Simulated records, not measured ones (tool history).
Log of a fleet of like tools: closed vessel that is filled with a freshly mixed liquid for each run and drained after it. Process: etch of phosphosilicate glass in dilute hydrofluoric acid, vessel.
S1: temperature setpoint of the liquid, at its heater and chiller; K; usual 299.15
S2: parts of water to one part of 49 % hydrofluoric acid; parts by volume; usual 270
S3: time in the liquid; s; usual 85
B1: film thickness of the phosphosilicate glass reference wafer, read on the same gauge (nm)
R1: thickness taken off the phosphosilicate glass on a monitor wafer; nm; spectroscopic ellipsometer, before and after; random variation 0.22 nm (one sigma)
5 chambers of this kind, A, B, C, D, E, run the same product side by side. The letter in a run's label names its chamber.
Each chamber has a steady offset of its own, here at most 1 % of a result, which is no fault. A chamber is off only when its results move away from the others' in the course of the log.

{"run": "1D", "day": 0.346, "S1": 299.15, "S2": 270, "S3": 85, "B1": 100.03, "R1": 34.948}
{"run": "2C", "day": 0.829, "S1": 299.15, "S2": 270, "S3": 85, "B1": 99.98, "R1": 35.802}
{"run": "3A", "day": 1.183, "S1": 299.15, "S2": 270, "S3": 85, "B1": 99.993, "R1": 35.256}
{"run": "4B", "day": 1.467, "S1": 299.15, "S2": 270, "S3": 85, "B1": 100.01, "R1": 35.632}
{"run": "5E", "day": 1.888, "S1": 299.15, "S2": 270, "S3": 85, "B1": 99.982, "R1": 35.246}
{"run": "6C", "day": 2.283, "S1": 299.15, "S2": 270, "S3": 85, "B1": 100.03, "R1": 35.763}
{"run": "7A", "day": 2.625, "S1": 299.15, "S2": 270, "S3": 85, "B1": 99.998, "R1": 35.181}
{"run": "8E", "day": 3.071, "S1": 299.15, "S2": 270, "S3": 85, "B1": 100.0, "R1": 34.784}
{"run": "9B", "day": 3.458, "S1": 299.15, "S2": 270, "S3": 85, "B1": 99.965, "R1": 35.423}
{"day": 3.85, "done": "chamber A: thermometer replaced"}
{"run": "10D", "day": 3.933, "S1": 299.15, "S2": 270, "S3": 85, "B1": 99.983, "R1": 35.252}
{"day": 3.946, "done": "chamber B: hydrofluoric acid flow meter replaced"}
{"run": "11E", "day": 4.425, "S1": 299.15, "S2": 270, "S3": 85, "B1": 99.977, "R1": 35.303}
{"run": "12C", "day": 4.854, "S1": 299.15, "S2": 270, "S3": 85, "B1": 99.988, "R1": 35.18}
{"run": "13D", "day": 5.238, "S1": 299.15, "S2": 270, "S3": 85, "B1": 100.02, "R1": 35.686}
{"run": "14A", "day": 5.496, "S1": 299.15, "S2": 370, "S3": 85, "B1": 100.05, "R1": 23.616}
{"run": "15B", "day": 5.971, "S1": 299.15, "S2": 370, "S3": 85, "B1": 100.01, "R1": 23.372}
{"run": "16E", "day": 6.338, "S1": 299.15, "S2": 370, "S3": 85, "B1": 100.03, "R1": 23.264}
{"run": "17C", "day": 6.796, "S1": 299.15, "S2": 370, "S3": 85, "B1": 100.0, "R1": 23.374}
{"run": "18A", "day": 7.125, "S1": 299.15, "S2": 370, "S3": 85, "B1": 100.02, "R1": 23.518}
{"run": "19D", "day": 7.567, "S1": 299.15, "S2": 270, "S3": 45, "B1": 100.01, "R1": 18.694}
{"run": "20B", "day": 7.975, "S1": 299.15, "S2": 270, "S3": 45, "B1": 100.01, "R1": 18.842}
{"run": "21D", "day": 8.312, "S1": 299.15, "S2": 270, "S3": 45, "B1": 99.999, "R1": 18.705}
{"run": "22E", "day": 8.804, "S1": 299.15, "S2": 270, "S3": 45, "B1": 99.971, "R1": 18.635}
{"day": 9.154, "done": "chamber B: thermometer replaced"}
{"run": "23C", "day": 9.167, "S1": 299.15, "S2": 270, "S3": 45, "B1": 99.98, "R1": 18.711}
{"run": "24B", "day": 9.467, "S1": 299.15, "S2": 270, "S3": 85, "B1": 100.03, "R1": 35.948}
{"run": "25A", "day": 9.85, "S1": 299.15, "S2": 270, "S3": 85, "B1": 99.972, "R1": 35.354}
{"run": "26D", "day": 10.221, "S1": 299.15, "S2": 270, "S3": 85, "B1": 99.975, "R1": 35.201}
{"run": "27B", "day": 10.629, "S1": 299.15, "S2": 270, "S3": 85, "B1": 99.995, "R1": 35.675}
{"run": "28E", "day": 11.075, "S1": 295.15, "S2": 270, "S3": 85, "B1": 100.0, "R1": 29.988}
{"run": "29A", "day": 11.329, "S1": 295.15, "S2": 270, "S3": 85, "B1": 99.97, "R1": 30.668}
{"run": "30C", "day": 11.604, "S1": 295.15, "S2": 270, "S3": 85, "B1": 99.999, "R1": 31.045}
{"run": "31C", "day": 12.054, "S1": 295.15, "S2": 270, "S3": 85, "B1": 100.04, "R1": 31.053}
{"run": "32D", "day": 12.546, "S1": 295.15, "S2": 270, "S3": 85, "B1": 99.982, "R1": 30.662}
{"day": 12.917, "done": "chamber A: hydrofluoric acid flow meter replaced"}
{"run": "33A", "day": 13.017, "S1": 299.15, "S2": 270, "S3": 85, "B1": 100.02, "R1": 35.55}
{"run": "34B", "day": 13.292, "S1": 299.15, "S2": 270, "S3": 85, "B1": 99.989, "R1": 35.587}
{"run": "35E", "day": 13.608, "S1": 299.15, "S2": 270, "S3": 85, "B1": 100.01, "R1": 33.894}
{"run": "36C", "day": 14.038, "S1": 299.15, "S2": 270, "S3": 85, "B1": 99.996, "R1": 35.739}
{"run": "37E", "day": 14.471, "S1": 299.15, "S2": 270, "S3": 85, "B1": 99.984, "R1": 34.003}
{"run": "38D", "day": 14.796, "S1": 299.15, "S2": 270, "S3": 85, "B1": 99.99, "R1": 35.258}
{"run": "39B", "day": 15.033, "S1": 299.15, "S2": 270, "S3": 130, "B1": 100.01, "R1": 54.161}
{"run": "40A", "day": 15.321, "S1": 299.15, "S2": 270, "S3": 130, "B1": 100.02, "R1": 54.071}
{"run": "41E", "day": 15.808, "S1": 299.15, "S2": 270, "S3": 130, "B1": 100.02, "R1": 51.808}
{"run": "42D", "day": 16.229, "S1": 299.15, "S2": 270, "S3": 130, "B1": 100.0, "R1": 54.019}

Is one chamber off against the others, does the gauge drift, or is nothing wrong? If a chamber is off, say which, and what the likeliest cause is.

Chamber E drifts away from the others.
Cause: liquid colder than its thermometer reads (K) = 1.29.
The log may not tell that from: hydrofluoric acid flow below the setpoint (%).

Here are 4 candidates for chamber E's next run, each the usual settings with a change, their results left as question marks. Which one brings its results back in line with what the others give on the usual settings?
In line means no further than this from the other chambers' mean on the usual settings: R1 0.780 nm
{"run": "43E-1", "day": 16.583, "S1": 301.65, "S2": 270, "S3": 85, "R1": "?"}
{"run": "43E-2", "day": 16.583, "S1": 299.15, "S2": 280, "S3": 85, "R1": "?"}
{"run": "43E-3", "day": 16.583, "S1": 299.15, "S2": 260, "S3": 85, "R1": "?"}
{"run": "43E-4", "day": 16.583, "S1": 299.15, "S2": 290, "S3": 85, "R1": "?"}

The other chambers' mean on the usual settings: R1 35.365 nm
run=43E-1 R1=36.968
run=43E-2 R1=32.343
run=43E-3 R1=35.537
run=43E-4 R1=30.920
43E-3 brings the chamber back in line.
